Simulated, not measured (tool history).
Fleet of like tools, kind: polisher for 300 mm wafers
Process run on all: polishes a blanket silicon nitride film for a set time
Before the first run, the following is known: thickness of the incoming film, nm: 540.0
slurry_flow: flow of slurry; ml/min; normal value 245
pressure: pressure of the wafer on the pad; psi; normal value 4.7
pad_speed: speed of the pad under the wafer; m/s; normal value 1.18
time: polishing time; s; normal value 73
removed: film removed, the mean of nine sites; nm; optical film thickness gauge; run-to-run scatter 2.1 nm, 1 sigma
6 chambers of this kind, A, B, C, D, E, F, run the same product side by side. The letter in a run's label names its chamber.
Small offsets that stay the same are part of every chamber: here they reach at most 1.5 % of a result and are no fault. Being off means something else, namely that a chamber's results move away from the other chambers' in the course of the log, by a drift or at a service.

run	hour	slurry_flow	pressure	pad_speed	time	removed
# hour 7.4: chamber D: slurry nozzle cleaned
1E	8.1	245	4.7	1.18	73	195.45
2A	17	245	4.7	1.18	73	196.22
# hour 18.3: chamber E: worn pad replaced by a new one
# hour 23.6: chamber C: slurry nozzle cleaned
3D	26.1	245	4.7	1.18	73	191.98
# hour 28.3: chamber B: worn pad replaced by a new one
4B	31.6	245	4.7	1.18	73	195.53
# hour 39.4: chamber D: worn pad replaced by a new one
5F	41.6	245	4.7	1.18	73	194.73
# hour 47.8: chamber A: worn pad replaced by a new one
6C	52.2	245	4.7	1.18	73	193.28
7F	61.2	245	4.7	1.18	73	197.04
# hour 62.7: chamber F: worn pad replaced by a new one
# hour 65.6: chamber C: worn pad replaced by a new one
8C	66.1	245	3.2	1.18	73	130.36
9B	71.5	245	3.2	1.18	73	135.36
10A	76.6	245	3.2	1.18	73	137.16
# hour 82.7: chamber A: head pressure recalibrated
11D	87.2	245	3.2	1.18	73	129.68
12E	94.8	245	3.2	1.18	73	136.56
# hour 101.9: chamber D: worn pad replaced by a new one
13B	105.2	245	3.2	1.18	73	134.92
14E	110.9	245	4.7	1.18	73	197.61
# hour 111.9: chamber A: worn pad replaced by a new one
# hour 114.1: chamber E: worn pad replaced by a new one
15A	117.1	245	4.7	1.18	73	199.14
# hour 122.6: chamber D: head pressure recalibrated
16C	124	245	4.7	1.18	73	193.97
# hour 131.6: chamber B: head pressure recalibrated
17F	132.4	245	4.7	1.18	73	197.7
18D	141.3	245	5.4	1.5	73	271.92
# hour 146.7: chamber B: worn pad replaced by a new one
19B	147.9	245	5.4	1.5	73	271.28
# hour 156.6: chamber F: worn pad replaced by a new one
20F	158.6	245	5.4	1.5	73	272.71
21A	163.4	245	5.4	1.5	73	279.73
# hour 166.6: chamber D: worn pad replaced by a new one
22C	168.8	245	5.4	1.5	73	274.96
# hour 173.7: chamber A: worn pad replaced by a new one
23D	175	245	5.4	1.5	73	269.94
24E	181.7	245	4.7	1.18	73	191.55
25E	187.3	245	4.7	1.18	73	195.96
26A	193.1	195	4.7	1.18	63	166.57
# hour 194.2: chamber C: worn pad replaced by a new one
27F	198.4	195	4.7	1.18	63	163.19
28C	206.5	195	4.7	1.18	63	164.78
29B	216.7	195	4.7	1.18	63	166.73
30D	221.6	195	4.7	1.18	63	162.46
# hour 221.7: chamber D: worn pad replaced by a new one
# hour 222.6: chamber E: worn pad replaced by a new one
31D	227.8	195	4.7	1.18	63	166.22
# hour 232.8: chamber A: worn pad replaced by a new one
32C	233	245	4.7	1.18	73	194.43
33A	238.6	245	4.7	1.18	73	198.71
34B	243.6	245	4.7	1.18	73	194.3
# hour 250.9: chamber F: worn pad replaced by a new one
35E	253.7	245	4.7	1.18	73	197.08
36F	262.4	245	4.7	1.18	73	195.89

Each of the 6 chambers runs these same settings next. Fill in every chamber's results:
37A	270.3	245	4.7	1.18	73	?
37B	270.3	245	4.7	1.18	73	?
37C	270.3	245	4.7	1.18	73	?
37D	270.3	245	4.7	1.18	73	?
37E	270.3	245	4.7	1.18	73	?
37F	270.3	245	4.7	1.18	73	?

run	removed
37A	204.14
37B	200.3
37C	196.35
37D	195.72
37E	196.72
37F	196.17
